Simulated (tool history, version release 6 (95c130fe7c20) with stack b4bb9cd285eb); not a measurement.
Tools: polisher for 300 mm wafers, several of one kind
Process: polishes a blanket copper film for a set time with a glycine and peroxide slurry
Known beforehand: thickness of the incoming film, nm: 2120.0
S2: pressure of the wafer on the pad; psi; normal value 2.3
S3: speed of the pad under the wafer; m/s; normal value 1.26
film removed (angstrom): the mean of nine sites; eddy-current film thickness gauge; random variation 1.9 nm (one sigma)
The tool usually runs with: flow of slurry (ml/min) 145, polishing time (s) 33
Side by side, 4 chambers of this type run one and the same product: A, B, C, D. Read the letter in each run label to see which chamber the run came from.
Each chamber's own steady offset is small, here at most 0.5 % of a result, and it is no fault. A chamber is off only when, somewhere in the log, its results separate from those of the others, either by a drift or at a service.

{"run": "1D", "day": 0.146, "flow of slurry (ml/min)": 145, "S2": 2.3, "S3": 1.26, "polishing time (s)": 33, "film removed (angstrom)": 1662.4}
{"run": "2C", "day": 0.392, "flow of slurry (ml/min)": 145, "S2": 2.3, "S3": 1.26, "polishing time (s)": 33, "film removed (angstrom)": 1659.3}
{"day": 0.65, "done": "chamber D: worn pad replaced by a new one"}
{"run": "3A", "day": 0.7, "flow of slurry (ml/min)": 145, "S2": 2.3, "S3": 1.26, "polishing time (s)": 33, "film removed (angstrom)": 1671.4}
{"day": 0.892, "done": "chamber B: worn pad replaced by a new one"}
{"run": "4B", "day": 0.896, "flow of slurry (ml/min)": 145, "S2": 2.3, "S3": 1.26, "polishing time (s)": 33, "film removed (angstrom)": 1706.3}
{"run": "5B", "day": 1.154, "flow of slurry (ml/min)": 145, "S2": 2.3, "S3": 1.26, "polishing time (s)": 33, "film removed (angstrom)": 1670.6}
{"day": 1.271, "done": "chamber A: worn pad replaced by a new one"}
{"run": "6A", "day": 1.421, "flow of slurry (ml/min)": 145, "S2": 2.3, "S3": 1.26, "polishing time (s)": 33, "film removed (angstrom)": 1644.4}
{"day": 1.546, "done": "chamber C: worn pad replaced by a new one"}
{"run": "7D", "day": 1.729, "flow of slurry (ml/min)": 145, "S2": 2.3, "S3": 1.26, "polishing time (s)": 33, "film removed (angstrom)": 1653.5}
{"run": "8C", "day": 1.879, "flow of slurry (ml/min)": 145, "S2": 2.3, "S3": 1.26, "polishing time (s)": 33, "film removed (angstrom)": 1673.8}
{"run": "9B", "day": 2.138, "flow of slurry (ml/min)": 185, "S2": 2.3, "S3": 1.26, "polishing time (s)": 33, "film removed (angstrom)": 1671.1}
{"run": "10C", "day": 2.358, "flow of slurry (ml/min)": 185, "S2": 2.3, "S3": 1.26, "polishing time (s)": 33, "film removed (angstrom)": 1748.1}
{"day": 2.517, "done": "chamber B: worn pad replaced by a new one"}
{"run": "11D", "day": 2.558, "flow of slurry (ml/min)": 185, "S2": 2.3, "S3": 1.26, "polishing time (s)": 33, "film removed (angstrom)": 1754.0}
{"run": "12A", "day": 2.771, "flow of slurry (ml/min)": 185, "S2": 2.3, "S3": 1.26, "polishing time (s)": 33, "film removed (angstrom)": 1726.3}
{"run": "13B", "day": 2.933, "flow of slurry (ml/min)": 145, "S2": 2.3, "S3": 1.26, "polishing time (s)": 33, "film removed (angstrom)": 1663.4}
{"day": 2.992, "done": "chamber D: worn pad replaced by a new one"}
{"day": 3.188, "done": "chamber A: head pressure recalibrated"}
{"run": "14C", "day": 3.217, "flow of slurry (ml/min)": 145, "S2": 2.3, "S3": 1.26, "polishing time (s)": 33, "film removed (angstrom)": 1673.4}
{"run": "15D", "day": 3.446, "flow of slurry (ml/min)": 145, "S2": 2.3, "S3": 1.26, "polishing time (s)": 33, "film removed (angstrom)": 1662.0}
{"run": "16A", "day": 3.592, "flow of slurry (ml/min)": 145, "S2": 2.3, "S3": 1.26, "polishing time (s)": 33, "film removed (angstrom)": 1516.2}
{"run": "17B", "day": 3.796, "flow of slurry (ml/min)": 145, "S2": 2.3, "S3": 1.26, "polishing time (s)": 33, "film removed (angstrom)": 1651.7}
{"run": "18A", "day": 4.104, "flow of slurry (ml/min)": 195, "S2": 2.3, "S3": 1.26, "polishing time (s)": 28, "film removed (angstrom)": 1339.5}
{"run": "19D", "day": 4.354, "flow of slurry (ml/min)": 195, "S2": 2.3, "S3": 1.26, "polishing time (s)": 28, "film removed (angstrom)": 1459.2}
{"day": 4.429, "done": "chamber B: worn pad replaced by a new one"}
{"day": 4.558, "done": "chamber C: worn pad replaced by a new one"}
{"run": "20C", "day": 4.633, "flow of slurry (ml/min)": 195, "S2": 2.3, "S3": 1.26, "polishing time (s)": 28, "film removed (angstrom)": 1503.2}
{"day": 4.733, "done": "chamber A: worn pad replaced by a new one"}
{"day": 4.742, "done": "chamber D: worn pad replaced by a new one"}
{"run": "21C", "day": 4.829, "flow of slurry (ml/min)": 195, "S2": 2.3, "S3": 1.26, "polishing time (s)": 28, "film removed (angstrom)": 1512.4}
{"run": "22B", "day": 5.05, "flow of slurry (ml/min)": 145, "S2": 2.3, "S3": 1.26, "polishing time (s)": 33, "film removed (angstrom)": 1680.5}
{"run": "23A", "day": 5.271, "flow of slurry (ml/min)": 145, "S2": 2.3, "S3": 1.26, "polishing time (s)": 33, "film removed (angstrom)": 1507.2}
{"run": "24D", "day": 5.412, "flow of slurry (ml/min)": 145, "S2": 2.3, "S3": 1.26, "polishing time (s)": 33, "film removed (angstrom)": 1659.9}
{"run": "25A", "day": 5.679, "flow of slurry (ml/min)": 145, "S2": 2.3, "S3": 1.26, "polishing time (s)": 33, "film removed (angstrom)": 1484.4}
{"run": "26C", "day": 5.917, "flow of slurry (ml/min)": 145, "S2": 2.3, "S3": 1.26, "polishing time (s)": 33, "film removed (angstrom)": 1678.8}
{"run": "27B", "day": 6.129, "flow of slurry (ml/min)": 145, "S2": 2.3, "S3": 1.26, "polishing time (s)": 33, "film removed (angstrom)": 1645.8}
{"run": "28D", "day": 6.329, "flow of slurry (ml/min)": 145, "S2": 2.3, "S3": 1.26, "polishing time (s)": 33, "film removed (angstrom)": 1682.4}
{"run": "29A", "day": 6.562, "flow of slurry (ml/min)": 145, "S2": 2.3, "S3": 1.26, "polishing time (s)": 44, "film removed (angstrom)": 1997.5}

All 4 chambers run these settings next. Forecast each chamber's results:
{"run": "30A", "day": 6.8, "flow of slurry (ml/min)": 145, "S2": 2.3, "S3": 1.26, "polishing time (s)": 26, "film removed (angstrom)": "?"}
{"run": "30B", "day": 6.8, "flow of slurry (ml/min)": 145, "S2": 2.3, "S3": 1.26, "polishing time (s)": 26, "film removed (angstrom)": "?"}
{"run": "30C", "day": 6.8, "flow of slurry (ml/min)": 145, "S2": 2.3, "S3": 1.26, "polishing time (s)": 26, "film removed (angstrom)": "?"}
{"run": "30D", "day": 6.8, "flow of slurry (ml/min)": 145, "S2": 2.3, "S3": 1.26, "polishing time (s)": 26, "film removed (angstrom)": "?"}

run=30A film_removed_(angstrom)=1193.8
run=30B film_removed_(angstrom)=1308.2
run=30C film_removed_(angstrom)=1310.6
run=30D film_removed_(angstrom)=1308.3
